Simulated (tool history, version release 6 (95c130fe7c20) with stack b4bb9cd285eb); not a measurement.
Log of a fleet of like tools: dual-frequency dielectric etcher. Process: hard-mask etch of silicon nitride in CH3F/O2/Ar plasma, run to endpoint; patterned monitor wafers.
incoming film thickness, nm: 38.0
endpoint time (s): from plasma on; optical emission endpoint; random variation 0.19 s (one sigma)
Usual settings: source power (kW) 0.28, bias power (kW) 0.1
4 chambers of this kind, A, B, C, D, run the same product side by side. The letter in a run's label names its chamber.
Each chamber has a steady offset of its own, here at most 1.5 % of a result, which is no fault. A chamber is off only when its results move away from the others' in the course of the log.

run	hour	source power (kW)	bias power (kW)	hours since the last wet clean	hours since the last source power generator calibration	hours since the last bias power generator calibration	endpoint time (s)
1A	10.3	0.28	0.1	200.9	234.2	2534.7	55.763
2D	20.5	0.28	0.1	452	1629	901.6	55.83
3C	32.9	0.28	0.1	288.7	677.2	125.7	54.877
4B	46.3	0.28	0.1	189	567.8	1408.1	55.929
5B	58.6	0.28	0.1	201.3	580.1	1420.4	55.849
6A	70.5	0.32	0.085	261.1	294.4	2594.9	56.191
7D	81.3	0.32	0.085	512.8	1689.8	962.4	56.248
8C	87.8	0.32	0.085	343.6	732.1	180.6	55.488
9A	98.4	0.32	0.085	289	322.3	2622.8	56.169
# hour 100.5: chamber D: wet clean of the chamber
10C	104.9	0.28	0.1	360.7	749.2	197.7	54.965
11B	115.3	0.28	0.1	258	636.8	1477.1	55.627
12D	129.2	0.28	0.1	28.8	1737.7	1010.3	55.627
13C	137.4	0.28	0.1	393.2	781.7	230.2	54.934
14A	150	0.28	0.1	340.6	373.9	2674.4	55.773
15B	163.1	0.28	0.1	305.8	684.6	1524.9	55.305
16D	174.6	0.28	0.1	74.2	1783.1	1055.7	55.836
17B	188.1	0.28	0.1	330.8	709.6	1549.9	55.145
18D	199.1	0.28	0.1	98.7	1807.6	1080.2	55.752
# hour 199.4: chamber C: wet clean of the chamber
19A	212.7	0.28	0.1	403.3	436.6	2737.1	55.31
20C	224.8	0.28	0.1	25.4	869.1	317.6	55.256
21C	233.4	0.28	0.1	34	877.7	326.2	55.4
22A	242.9	0.28	0.1	433.5	466.8	2767.3	55.657
23B	252.6	0.28	0.1	395.3	774.1	1614.4	54.568
24D	264	0.28	0.1	163.6	1872.5	1145.1	55.917
25B	272.4	0.28	0.1	415.1	793.9	1634.2	54.361
26C	280.2	0.28	0.1	80.8	924.5	373	54.939
# hour 281.1: chamber A: wet clean of the chamber
27A	293	0.28	0.1	11.9	516.9	2817.4	56.192
28D	301.8	0.28	0.1	201.4	1910.3	1182.9	56.351
29D	313	0.28	0.1	212.6	1921.5	1194.1	56.133
30C	323.3	0.28	0.1	123.9	967.6	416.1	54.89
31A	331.1	0.31	0.121	50	555	2855.5	49.752
32B	342	0.31	0.121	484.7	863.5	1703.8	48.438
33D	351.1	0.31	0.121	250.7	1959.6	1232.2	49.868
34A	357.8	0.31	0.121	76.7	581.7	2882.2	49.526
35B	368.3	0.33	0.116	511	889.8	1730.1	48.27
36C	382.1	0.33	0.116	182.7	1026.4	474.9	48.958
37D	389	0.33	0.116	288.6	1997.5	1270.1	49.873
38A	396.5	0.33	0.116	115.4	620.4	2920.9	49.674
39B	409.7	0.28	0.1	552.4	931.2	1771.5	53.904

What goes on in this fleet: one chamber off, a drifting gauge, or nothing beyond the chambers' own small offsets? Name the chamber and the cause, if any.

Chamber B drifts away from the others.
Cause: etch rate over this chamber's usual, % = 3.2.

Here are 4 candidates for chamber B's next run, each the usual settings with a change, their results left as question marks. Which one brings its results back in line with what the others give on the usual settings?
In line means no further than this from the other chambers' mean on the usual settings: endpoint time (s) 0.66
40B-1	419.9	0.28	0.099				?
40B-2	419.9	0.29	0.104				?
40B-3	419.9	0.28	0.101				?
40B-4	419.9	0.27	0.096				?

The other chambers' mean on the usual settings: endpoint time (s) 55.482
run	endpoint time (s)
40B-1	54.154
40B-2	52.473
40B-3	53.751
40B-4	55.529
40B-4 brings the chamber back in line.
